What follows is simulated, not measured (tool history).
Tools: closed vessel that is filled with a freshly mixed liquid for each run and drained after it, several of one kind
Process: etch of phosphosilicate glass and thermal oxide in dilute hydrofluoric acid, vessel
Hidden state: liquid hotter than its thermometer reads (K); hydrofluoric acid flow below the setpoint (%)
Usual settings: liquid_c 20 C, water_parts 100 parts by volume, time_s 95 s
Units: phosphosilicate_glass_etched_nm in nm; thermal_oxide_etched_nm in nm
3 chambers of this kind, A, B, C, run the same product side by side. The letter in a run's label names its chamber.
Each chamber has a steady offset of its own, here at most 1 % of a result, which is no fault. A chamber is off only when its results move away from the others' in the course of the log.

run,day,liquid_c,water_parts,time_s,hours since the thermometer was replaced,hours since the hydrofluoric acid flow meter was replaced,"read-back film thickness of the phosphosilicate glass reference wafer, read on the same gauge (nm)","read-back film thickness of the thermal oxide reference wafer, read on the same gauge (nm)",phosphosilicate_glass_etched_nm,thermal_oxide_etched_nm
1B,0.083,20,100,95,962,1106.1,119.97,109.97,52.917,3.6725
2C,0.204,20,100,95,566.8,1093.1,119.97,109.99,52.935,3.6446
3A,0.358,20,100,95,1535.2,126.4,120.04,110.02,53.504,3.7093
4C,0.45,20,100,95,572.7,1099,119.95,109.99,53.323,3.5967
5A,0.571,20,55,95,1540.3,131.5,119.99,110.01,101.39,6.9487
6B,0.688,20,55,95,976.5,1120.6,120.04,109.99,102.15,7.0673
7A,0.808,20,55,95,1546,137.2,119.96,110,102.36,6.9362
8B,0.896,20,100,95,981.5,1125.6,119.97,110.02,52.671,3.635
9C,1.012,20,100,95,586.2,1112.5,119.98,109.99,52.927,3.621
# day 1.017: chamber B: hydrofluoric acid flow meter replaced
10C,1.125,20,100,95,588.9,1115.2,120.01,110.02,52.829,3.639
11A,1.225,20,100,95,1556,147.2,120.04,110.01,53.435,3.7015
12B,1.346,20,100,95,992.3,8,120.05,110.02,53.147,3.6674
13C,1.521,20,100,95,598.4,1124.7,120,110.02,52.608,3.6607
14A,1.658,20,100,95,1566.4,157.6,119.96,109.98,53.622,3.6255
15B,1.758,20,100,95,1002.2,17.9,120.01,109.99,52.949,3.6969
16B,1.854,20,100,95,1004.5,20.2,120.01,110,52.444,3.6979
17C,1.938,20,100,95,608.4,1134.7,119.95,110.02,52.539,3.6389
18A,2.038,17,100,95,1575.5,166.7,120.02,109.98,46.947,3.2313
19C,2.167,17,100,95,613.9,1140.2,119.99,110.03,47.095,3.2123
20B,2.254,17,100,95,1014.1,29.8,119.98,109.99,46.417,3.249
21A,2.408,20,100,95,1584.4,175.6,120,109.96,53.676,3.678
22A,2.567,18.5,100,95,1588.2,179.4,120.04,110.01,50.307,3.4521
23B,2.712,18.5,100,95,1025.1,40.8,120,109.99,49.702,3.4338
24C,2.833,18.5,100,95,629.9,1156.2,120.07,110,49.799,3.3906
25B,2.95,20,60,95,1030.8,46.5,119.98,109.99,94.086,6.4809
26A,3.088,20,60,95,1600.7,191.9,120.01,110.03,91.861,6.4944
27C,3.196,20,60,95,638.6,1164.9,120.01,110,92.226,6.283

Next, every chamber runs the same settings. What will each give?
28A,3.321,20,100,95,,,,,?,?
28B,3.321,20,100,95,,,,,?,?
28C,3.321,20,100,95,,,,,?,?

run,phosphosilicate_glass_etched_nm,thermal_oxide_etched_nm
28A,53.083,3.7015
28B,52.731,3.647
28C,53.27,3.6658
